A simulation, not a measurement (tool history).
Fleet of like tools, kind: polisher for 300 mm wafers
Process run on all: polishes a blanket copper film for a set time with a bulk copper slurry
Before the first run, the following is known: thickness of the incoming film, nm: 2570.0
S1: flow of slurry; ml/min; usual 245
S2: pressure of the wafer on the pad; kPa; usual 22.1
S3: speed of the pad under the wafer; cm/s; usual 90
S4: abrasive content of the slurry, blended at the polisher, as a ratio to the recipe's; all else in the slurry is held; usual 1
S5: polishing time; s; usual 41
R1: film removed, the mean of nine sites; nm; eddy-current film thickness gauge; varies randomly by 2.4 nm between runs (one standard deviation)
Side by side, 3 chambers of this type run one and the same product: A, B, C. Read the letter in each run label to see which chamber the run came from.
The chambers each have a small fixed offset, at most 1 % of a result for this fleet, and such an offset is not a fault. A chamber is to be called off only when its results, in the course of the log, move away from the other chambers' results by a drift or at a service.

run 1A day=0.179 | S1=245 S2=22.1 S3=90 S4=1 S5=41 | R1=330.66
run 2B day=0.35 | S1=245 S2=22.1 S3=90 S4=1 S5=41 | R1=336.27
-- day=0.521 chamber A: worn pad replaced by a new one
run 3C day=0.579 | S1=245 S2=22.1 S3=90 S4=1 S5=41 | R1=332.47
-- day=0.688 chamber C: slurry blender recalibrated
run 4B day=0.917 | S1=245 S2=22.1 S3=90 S4=1 S5=41 | R1=334.73
run 5A day=1.117 | S1=245 S2=22.1 S3=76 S4=0.8 S5=41 | R1=267.79
run 6C day=1.446 | S1=245 S2=22.1 S3=76 S4=0.8 S5=41 | R1=269.82
-- day=1.479 chamber C: head pressure recalibrated
run 7C day=1.625 | S1=245 S2=22.1 S3=76 S4=0.8 S5=41 | R1=274.04
run 8B day=1.796 | S1=245 S2=22.1 S3=90 S4=1 S5=41 | R1=336.43
run 9A day=2.058 | S1=245 S2=22.1 S3=90 S4=1 S5=41 | R1=328.85
run 10A day=2.317 | S1=245 S2=22.1 S3=90 S4=1 S5=41 | R1=329.12
-- day=2.483 chamber C: worn pad replaced by a new one
run 11C day=2.5 | S1=245 S2=22.1 S3=90 S4=1 S5=41 | R1=336.92
run 12B day=2.838 | S1=295 S2=22.1 S3=90 S4=1 S5=41 | R1=342.87
-- day=2.904 chamber B: worn pad replaced by a new one
run 13A day=3.175 | S1=295 S2=22.1 S3=90 S4=1 S5=41 | R1=335.97
run 14B day=3.433 | S1=295 S2=22.1 S3=90 S4=1 S5=41 | R1=343.66
run 15C day=3.592 | S1=245 S2=22.1 S3=90 S4=1 S5=41 | R1=334.99
run 16A day=3.762 | S1=245 S2=22.1 S3=70 S4=1 S5=41 | R1=256.88
run 17C day=3.921 | S1=245 S2=22.1 S3=70 S4=1 S5=41 | R1=260.22
run 18B day=4.129 | S1=245 S2=22.1 S3=70 S4=1 S5=41 | R1=267.47
run 19C day=4.412 | S1=210 S2=22.1 S3=90 S4=1 S5=41 | R1=330.83
run 20A day=4.638 | S1=210 S2=22.1 S3=90 S4=1 S5=41 | R1=316.1
-- day=4.833 chamber A: slurry nozzle cleaned
run 21B day=4.962 | S1=210 S2=22.1 S3=90 S4=1 S5=41 | R1=328.72
run 22A day=5.158 | S1=245 S2=15.9 S3=68 S4=1 S5=41 | R1=171.4
-- day=5.183 chamber A: worn pad replaced by a new one
run 23C day=5.35 | S1=245 S2=15.9 S3=68 S4=1 S5=41 | R1=183.09
run 24B day=5.7 | S1=245 S2=15.9 S3=68 S4=1 S5=41 | R1=182.18
run 25B day=5.867 | S1=245 S2=22.1 S3=90 S4=1 S5=41 | R1=333.33
-- day=6.017 chamber C: worn pad replaced by a new one
run 26A day=6.054 | S1=245 S2=22.1 S3=90 S4=1 S5=41 | R1=317.09
run 27C day=6.275 | S1=245 S2=22.1 S3=90 S4=1 S5=41 | R1=338.88
run 28B day=6.525 | S1=245 S2=22.1 S3=90 S4=1 S5=41 | R1=336.48
run 29C day=6.854 | S1=245 S2=22.1 S3=90 S4=1 S5=41 | R1=335.12
run 30A day=7.167 | S1=245 S2=22.1 S3=90 S4=1 S5=41 | R1=315.53
-- day=7.225 chamber C: slurry nozzle cleaned
run 31B day=7.396 | S1=245 S2=22.1 S3=90 S4=1 S5=41 | R1=336.35
-- day=7.658 chamber C: slurry blender recalibrated
run 32C day=7.662 | S1=245 S2=22.1 S3=90 S4=1 S5=41 | R1=335.89
run 33A day=7.962 | S1=245 S2=22.1 S3=62 S4=1 S5=41 | R1=215.41

Is one chamber out of step, is the gauge drifting, or do the chambers differ by no more than their own small offsets? For an off chamber, give its letter and the likeliest cause.

Chamber A drifts away from the others.
What lies behind it: abrasive missing from the slurry, % = 30.3.
Not necessarily distinguishable in this log from: head's pressure below its setpoint, %.

Below are 4 candidate recipes for chamber A's next run, each the usual settings with a change, their results shown as question marks. Which of them brings A's results back in line with what the other chambers give on the usual settings?
In line means no further than this from the other chambers' mean on the usual settings: R1 8.6 nm
run 34A-1 day=8.212 | S1=245 S2=22.1 S3=90 S4=1.15 S5=41 | R1=?
run 34A-2 day=8.212 | S1=245 S2=21.4 S3=90 S4=1 S5=41 | R1=?
run 34A-3 day=8.212 | S1=245 S2=22.1 S3=82 S4=1 S5=41 | R1=?
run 34A-4 day=8.212 | S1=245 S2=22.1 S3=94 S4=1 S5=43 | R1=?

What the other chambers average on the usual settings: R1 336.57 nm
run=34A-1 R1=317.98
run=34A-2 R1=299.1
run=34A-3 R1=281.85
run=34A-4 R1=338.15
The right change is 34A-4: it brings the chamber back within the allowed miss of the others.

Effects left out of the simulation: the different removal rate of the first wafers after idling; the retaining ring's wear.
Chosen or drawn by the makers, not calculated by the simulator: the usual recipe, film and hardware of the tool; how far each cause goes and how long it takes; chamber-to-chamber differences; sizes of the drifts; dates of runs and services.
